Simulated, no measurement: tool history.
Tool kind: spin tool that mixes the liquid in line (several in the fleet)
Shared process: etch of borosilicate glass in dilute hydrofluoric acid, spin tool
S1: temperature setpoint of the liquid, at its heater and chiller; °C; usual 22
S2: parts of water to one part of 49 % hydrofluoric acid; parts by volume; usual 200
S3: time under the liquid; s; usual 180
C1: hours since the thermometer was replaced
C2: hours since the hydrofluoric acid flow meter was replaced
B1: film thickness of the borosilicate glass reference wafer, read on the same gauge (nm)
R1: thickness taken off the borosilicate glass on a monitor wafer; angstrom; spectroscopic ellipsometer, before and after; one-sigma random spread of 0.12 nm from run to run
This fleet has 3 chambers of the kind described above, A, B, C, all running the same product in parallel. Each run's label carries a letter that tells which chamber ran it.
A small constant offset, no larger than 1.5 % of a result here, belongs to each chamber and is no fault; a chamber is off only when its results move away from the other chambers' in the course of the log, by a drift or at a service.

run,day,S1,S2,S3,C1,C2,B1,R1
1C,0.3,22,200,180,1285.7,878.9,50.008,203.87
2A,0.658,22,200,180,75.3,1670.7,49.994,206.7
3B,0.946,22,200,180,937.2,297.6,49.975,202.35
4A,1.183,22,200,180,87.9,1683.3,49.993,204.87
5B,1.546,22,200,180,951.6,312,49.994,203.32
6C,1.879,22,200,180,1323.6,916.8,50.009,203.47
7C,2.258,22,200,180,1332.7,925.9,50.021,203.1
8A,2.571,22,200,180,121.2,1716.6,49.973,208.21
9B,2.946,22,200,180,985.2,345.6,49.999,197.85
10C,3.208,22,200,180,1355.5,948.7,49.987,204.51
11A,3.592,22,200,180,145.7,1741.1,50.013,204.48
12B,3.871,22,200,180,1007.4,367.8,50.012,197.07
13C,4.242,22,200,180,1380.3,973.5,49.997,202.09
14B,4.421,22,200,180,1020.6,381,50.014,195.23
15A,4.696,22,200,180,172.2,1767.6,50.021,203.87
16C,5.038,22,200,180,1399.4,992.6,49.984,202.1
17B,5.35,22,200,180,1042.9,403.3,49.984,195.99
18A,5.733,22,200,180,197.1,1792.5,49.99,207.3
19B,6.021,22,160,265,1059,419.4,49.996,371.9
20C,6.362,22,160,265,1431.2,1024.4,49.995,390.35
21A,6.742,22,160,265,221.3,1816.7,49.973,395.16
22B,7.054,22,200,180,1083.8,444.2,49.996,190.24
23A,7.342,22,200,180,235.7,1831.1,50.042,205.39
24C,7.512,22,200,180,1458.8,1052,49.973,201.98
25B,7.858,22,200,180,1103.1,463.5,49.965,190.48

For the next run the whole fleet of 3 chambers uses the same settings. Give each chamber's results:
26A,8.138,22,200,180,,,,?
26B,8.138,22,200,180,,,,?
26C,8.138,22,200,180,,,,?

run,R1
26A,206.65
26B,187.8
26C,204.94
